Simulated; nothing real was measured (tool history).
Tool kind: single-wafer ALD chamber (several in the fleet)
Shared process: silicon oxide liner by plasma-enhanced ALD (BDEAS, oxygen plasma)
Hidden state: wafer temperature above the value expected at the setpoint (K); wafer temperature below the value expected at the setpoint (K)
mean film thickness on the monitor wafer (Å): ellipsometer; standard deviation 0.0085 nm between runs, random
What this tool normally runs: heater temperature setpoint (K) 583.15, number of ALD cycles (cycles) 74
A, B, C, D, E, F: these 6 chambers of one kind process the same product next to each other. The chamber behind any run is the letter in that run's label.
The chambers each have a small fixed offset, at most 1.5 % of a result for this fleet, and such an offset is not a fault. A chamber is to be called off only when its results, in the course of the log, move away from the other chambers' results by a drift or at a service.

run,hour,heater temperature setpoint (K),number of ALD cycles (cycles),hours since the last thermocouple change,"read-back reference wafer on the same gauge, thickness_nm",mean film thickness on the monitor wafer (Å)
1B,5.7,583.15,74,1440.4,6.6107,67.768
2C,10.4,583.15,74,133.9,6.6144,68.291
3A,13.1,583.15,74,332.8,6.6116,67.168
4F,18.3,583.15,74,572.7,6.6143,68.261
5D,21.4,583.15,74,21.8,6.6145,68.662
6E,24.4,583.15,74,175.9,6.6145,67.88
7B,28.2,583.15,74,1462.9,6.6159,67.847
8D,31.8,583.15,74,32.2,6.6154,68.441
9F,36.1,583.15,74,590.5,6.6171,68.322
10C,39.5,583.15,74,163,6.6206,68.2
11E,44.2,583.15,74,195.7,6.6199,67.988
12A,47.2,583.15,74,366.9,6.6211,67.335
13F,51.1,583.15,74,605.5,6.6239,68.411
14E,56,583.15,74,207.5,6.622,68.084
15C,59,583.15,74,182.5,6.6234,68.328
16B,62.8,571.15,67,1497.5,6.6227,62.778
17A,67.2,571.15,67,386.9,6.6245,62.34
18D,72.6,571.15,67,73,6.626,63.53
19C,76.3,571.15,67,199.8,6.6293,63.232
20A,80.7,571.15,67,400.4,6.6295,62.389
21E,83.6,571.15,67,235.1,6.6291,62.912
22F,87.2,570.15,74,641.6,6.631,70.339
23B,92.8,570.15,74,1527.5,6.6291,69.631
24D,95.8,570.15,74,96.2,6.6318,70.527
25A,100.4,570.15,74,420.1,6.6346,69.094
26C,105.9,570.15,74,229.4,6.6351,70.129
27E,109.3,570.15,74,260.8,6.6347,69.844
28B,113.9,583.15,74,1548.6,6.6346,67.974
29F,116.7,583.15,74,671.1,6.6364,68.47
30D,119.6,583.15,74,120,6.6371,68.844
31F,124,576.15,86,678.4,6.6387,80.517
32D,127.5,576.15,86,127.9,6.6382,80.75
33E,131,576.15,86,282.5,6.6395,80.1
34C,134,576.15,86,257.5,6.6422,80.54
35B,137.7,576.15,86,1572.4,6.6405,79.87
36A,142.6,576.15,86,462.3,6.6439,79.028

Predict what each chamber gives when all 6 of them run the settings below next.
37A,146.9,583.15,66,,,?
37B,146.9,583.15,66,,,?
37C,146.9,583.15,66,,,?
37D,146.9,583.15,66,,,?
37E,146.9,583.15,66,,,?
37F,146.9,583.15,66,,,?

run,mean film thickness on the monitor wafer (Å)
37A,60.085
37B,60.701
37C,61.076
37D,61.286
37E,60.995
37F,61.208
